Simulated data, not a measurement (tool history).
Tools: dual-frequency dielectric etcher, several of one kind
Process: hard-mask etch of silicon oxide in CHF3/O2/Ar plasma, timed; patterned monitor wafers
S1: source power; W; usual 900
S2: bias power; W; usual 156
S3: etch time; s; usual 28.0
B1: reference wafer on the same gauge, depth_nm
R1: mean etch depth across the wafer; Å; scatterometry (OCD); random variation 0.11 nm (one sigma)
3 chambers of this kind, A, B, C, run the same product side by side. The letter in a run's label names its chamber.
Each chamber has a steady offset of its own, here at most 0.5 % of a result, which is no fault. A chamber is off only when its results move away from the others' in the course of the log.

{"run": "1B", "day": 0.229, "S1": 900, "S2": 156, "S3": 28.0, "B1": 61.701, "R1": 616.44}
{"run": "2C", "day": 0.388, "S1": 900, "S2": 156, "S3": 28.0, "B1": 61.681, "R1": 620.18}
{"run": "3A", "day": 0.621, "S1": 900, "S2": 156, "S3": 28.0, "B1": 61.663, "R1": 619.41}
{"run": "4C", "day": 0.775, "S1": 900, "S2": 156, "S3": 28.0, "B1": 61.63, "R1": 620.69}
{"run": "5A", "day": 0.996, "S1": 900, "S2": 156, "S3": 28.0, "B1": 61.611, "R1": 620.25}
{"run": "6B", "day": 1.208, "S1": 900, "S2": 156, "S3": 28.0, "B1": 61.589, "R1": 617.37}
{"run": "7A", "day": 1.45, "S1": 900, "S2": 156, "S3": 28.0, "B1": 61.568, "R1": 618.18}
{"run": "8C", "day": 1.696, "S1": 900, "S2": 156, "S3": 28.0, "B1": 61.547, "R1": 619.03}
{"run": "9B", "day": 1.879, "S1": 830, "S2": 156, "S3": 28.0, "B1": 61.506, "R1": 599.01}
{"run": "10C", "day": 2.079, "S1": 830, "S2": 156, "S3": 28.0, "B1": 61.515, "R1": 597.97}
{"run": "11B", "day": 2.246, "S1": 830, "S2": 156, "S3": 28.0, "B1": 61.5, "R1": 597.0}
{"day": 2.462, "done": "chamber A: wet clean of the chamber"}
{"run": "12A", "day": 2.492, "S1": 900, "S2": 156, "S3": 28.0, "B1": 61.484, "R1": 616.57}
{"day": 2.533, "done": "chamber C: wet clean of the chamber"}
{"run": "13C", "day": 2.754, "S1": 900, "S2": 156, "S3": 28.0, "B1": 61.452, "R1": 617.64}
{"run": "14A", "day": 2.95, "S1": 900, "S2": 156, "S3": 28.0, "B1": 61.45, "R1": 616.8}
{"run": "15B", "day": 3.129, "S1": 900, "S2": 156, "S3": 28.0, "B1": 61.414, "R1": 616.96}
{"run": "16A", "day": 3.308, "S1": 900, "S2": 156, "S3": 28.0, "B1": 61.413, "R1": 614.77}
{"run": "17B", "day": 3.525, "S1": 730, "S2": 156, "S3": 33.0, "B1": 61.396, "R1": 667.47}
{"day": 3.579, "done": "chamber B: wet clean of the chamber"}
{"run": "18C", "day": 3.729, "S1": 730, "S2": 156, "S3": 33.0, "B1": 61.366, "R1": 669.31}
{"run": "19B", "day": 3.858, "S1": 730, "S2": 156, "S3": 33.0, "B1": 61.363, "R1": 668.28}
{"day": 4.012, "done": "chamber C: source power generator calibrated"}
{"run": "20C", "day": 4.046, "S1": 900, "S2": 156, "S3": 28.0, "B1": 61.349, "R1": 616.57}
{"run": "21A", "day": 4.312, "S1": 900, "S2": 132, "S3": 30.5, "B1": 61.306, "R1": 636.35}
{"run": "22C", "day": 4.517, "S1": 900, "S2": 132, "S3": 30.5, "B1": 61.329, "R1": 638.05}
{"run": "23B", "day": 4.762, "S1": 900, "S2": 132, "S3": 30.5, "B1": 61.271, "R1": 634.25}

All 3 chambers run these settings next. Forecast each chamber's results:
{"run": "24A", "day": 4.958, "S1": 900, "S2": 156, "S3": 28.0, "R1": "?"}
{"run": "24B", "day": 4.958, "S1": 900, "S2": 156, "S3": 28.0, "R1": "?"}
{"run": "24C", "day": 4.958, "S1": 900, "S2": 156, "S3": 28.0, "R1": "?"}

run=24A R1=615.34
run=24B R1=615.39
run=24C R1=616.09

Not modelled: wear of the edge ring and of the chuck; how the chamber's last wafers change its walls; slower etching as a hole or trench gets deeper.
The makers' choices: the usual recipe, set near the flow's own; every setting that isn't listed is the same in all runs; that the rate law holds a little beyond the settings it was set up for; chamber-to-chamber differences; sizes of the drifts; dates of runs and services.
